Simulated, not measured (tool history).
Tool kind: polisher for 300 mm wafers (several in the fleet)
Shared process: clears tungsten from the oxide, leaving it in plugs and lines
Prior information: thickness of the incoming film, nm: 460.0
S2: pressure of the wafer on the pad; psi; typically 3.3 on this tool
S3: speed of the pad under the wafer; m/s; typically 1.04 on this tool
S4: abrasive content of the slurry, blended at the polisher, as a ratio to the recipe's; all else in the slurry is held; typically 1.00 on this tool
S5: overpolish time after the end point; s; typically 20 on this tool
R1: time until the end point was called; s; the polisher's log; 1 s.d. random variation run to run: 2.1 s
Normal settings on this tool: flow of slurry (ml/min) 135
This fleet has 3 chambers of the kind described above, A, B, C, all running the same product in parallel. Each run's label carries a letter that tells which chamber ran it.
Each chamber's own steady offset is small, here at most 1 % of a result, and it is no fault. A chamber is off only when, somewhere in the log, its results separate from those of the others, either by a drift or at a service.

run 1A hour=10.8 | flow_of_slurry_(ml/min)=135 S2=3.3 S3=1.04 S4=1.00 S5=20 | R1=123.050
run 2C hour=20.2 | flow_of_slurry_(ml/min)=135 S2=3.3 S3=1.04 S4=1.00 S5=20 | R1=119.970
-- hour=27.3 chamber B: worn pad replaced by a new one
run 3B hour=29.7 | flow_of_slurry_(ml/min)=135 S2=3.3 S3=1.04 S4=1.00 S5=20 | R1=122.230
run 4B hour=38.0 | flow_of_slurry_(ml/min)=135 S2=3.3 S3=1.04 S4=1.00 S5=20 | R1=121.780
-- hour=38.7 chamber C: slurry tank refilled with fresh slurry and peroxide
run 5A hour=46.7 | flow_of_slurry_(ml/min)=135 S2=3.3 S3=1.04 S4=1.00 S5=20 | R1=120.070
run 6C hour=55.3 | flow_of_slurry_(ml/min)=135 S2=3.3 S3=1.04 S4=1.00 S5=20 | R1=124.090
run 7A hour=65.0 | flow_of_slurry_(ml/min)=135 S2=3.3 S3=1.04 S4=1.00 S5=20 | R1=129.500
run 8B hour=72.5 | flow_of_slurry_(ml/min)=135 S2=3.3 S3=1.04 S4=1.00 S5=20 | R1=122.290
-- hour=77.6 chamber A: worn pad replaced by a new one
-- hour=83.5 chamber A: slurry nozzle cleaned
run 9C hour=83.5 | flow_of_slurry_(ml/min)=135 S2=3.3 S3=1.04 S4=1.00 S5=20 | R1=119.110
-- hour=86.9 chamber A: slurry tank refilled with fresh slurry and peroxide
-- hour=87.1 chamber C: worn pad replaced by a new one
run 10B hour=91.4 | flow_of_slurry_(ml/min)=135 S2=3.3 S3=1.04 S4=1.00 S5=20 | R1=124.790
run 11C hour=100.1 | flow_of_slurry_(ml/min)=135 S2=3.3 S3=1.04 S4=1.00 S5=20 | R1=118.800
-- hour=102.3 chamber B: slurry tank refilled with fresh slurry and peroxide
run 12A hour=110.4 | flow_of_slurry_(ml/min)=135 S2=3.3 S3=1.04 S4=0.75 S5=20 | R1=128.620
run 13B hour=117.4 | flow_of_slurry_(ml/min)=135 S2=3.3 S3=1.04 S4=0.75 S5=20 | R1=127.950
-- hour=119.7 chamber B: worn pad replaced by a new one
run 14A hour=128.6 | flow_of_slurry_(ml/min)=135 S2=3.3 S3=1.04 S4=0.75 S5=20 | R1=127.790
-- hour=133.1 chamber C: slurry tank refilled with fresh slurry and peroxide
run 15C hour=140.3 | flow_of_slurry_(ml/min)=135 S2=3.3 S3=1.04 S4=1.00 S5=20 | R1=117.060
-- hour=141.9 chamber B: slurry blender recalibrated
run 16A hour=148.6 | flow_of_slurry_(ml/min)=135 S2=3.3 S3=1.04 S4=1.00 S5=27 | R1=118.670
run 17C hour=158.5 | flow_of_slurry_(ml/min)=135 S2=3.3 S3=1.04 S4=1.00 S5=27 | R1=116.870
-- hour=158.8 chamber A: slurry blender recalibrated
run 18B hour=170.1 | flow_of_slurry_(ml/min)=135 S2=3.3 S3=1.04 S4=1.00 S5=27 | R1=122.360
run 19C hour=176.1 | flow_of_slurry_(ml/min)=135 S2=3.3 S3=1.04 S4=1.00 S5=20 | R1=113.890
run 20B hour=185.2 | flow_of_slurry_(ml/min)=135 S2=3.3 S3=1.04 S4=1.00 S5=20 | R1=122.050
-- hour=187.4 chamber B: slurry nozzle cleaned
run 21A hour=195.4 | flow_of_slurry_(ml/min)=135 S2=3.3 S3=1.04 S4=1.00 S5=20 | R1=120.810
-- hour=198.8 chamber A: slurry tank refilled with fresh slurry and peroxide
run 22A hour=202.7 | flow_of_slurry_(ml/min)=135 S2=4.4 S3=1.04 S4=1.10 S5=20 | R1=89.656
-- hour=208.3 chamber C: worn pad replaced by a new one
run 23C hour=210.3 | flow_of_slurry_(ml/min)=135 S2=4.4 S3=1.04 S4=1.10 S5=20 | R1=82.058
run 24B hour=216.3 | flow_of_slurry_(ml/min)=135 S2=4.4 S3=1.04 S4=1.10 S5=20 | R1=88.808
-- hour=216.7 chamber B: worn pad replaced by a new one
-- hour=224.4 chamber C: slurry tank refilled with fresh slurry and peroxide
run 25B hour=224.6 | flow_of_slurry_(ml/min)=135 S2=3.3 S3=1.04 S4=1.00 S5=20 | R1=120.800
run 26C hour=230.6 | flow_of_slurry_(ml/min)=135 S2=3.3 S3=1.04 S4=1.00 S5=20 | R1=113.450
run 27A hour=237.1 | flow_of_slurry_(ml/min)=135 S2=3.3 S3=1.04 S4=1.00 S5=20 | R1=120.080
-- hour=238.7 chamber A: worn pad replaced by a new one
run 28A hour=248.5 | flow_of_slurry_(ml/min)=135 S2=2.9 S3=1.04 S4=1.00 S5=20 | R1=136.660
run 29B hour=255.8 | flow_of_slurry_(ml/min)=135 S2=2.9 S3=1.04 S4=1.00 S5=20 | R1=137.790
run 30C hour=262.2 | flow_of_slurry_(ml/min)=135 S2=2.9 S3=1.04 S4=1.00 S5=20 | R1=128.320

Does one chamber stand apart from the rest, does the shared gauge drift, or is all well apart from small per-chamber offsets? Give the chamber and the most likely cause, where there is one.

It is chamber C that slowly wanders off from its peers.
What lies behind it: head's pressure above its setpoint, % = 9.81.

Below are 4 candidate recipes for chamber C's next run, each the usual settings with a change, their results shown as question marks. Which of them brings C's results back in line with what the other chambers give on the usual settings?
Maximum distance from the other chambers' mean on the usual settings for a result to count as in line: R1 7.500 s
run 31C-1 hour=271.1 | flow_of_slurry_(ml/min)=135 S2=3.6 S3=1.04 S4=1.00 S5=20 | R1=?
run 31C-2 hour=271.1 | flow_of_slurry_(ml/min)=130 S2=3.3 S3=0.84 S4=0.95 S5=20 | R1=?
run 31C-3 hour=271.1 | flow_of_slurry_(ml/min)=135 S2=3.7 S3=1.14 S4=1.00 S5=20 | R1=?
run 31C-4 hour=271.1 | flow_of_slurry_(ml/min)=135 S2=3.0 S3=1.04 S4=1.00 S5=20 | R1=?

What the other chambers average on the usual settings: R1 121.980 s
run=31C-1 R1=100.440
run=31C-2 R1=138.840
run=31C-3 R1=89.040
run=31C-4 R1=120.710
With 31C-4, the chamber falls back in line with the rest.
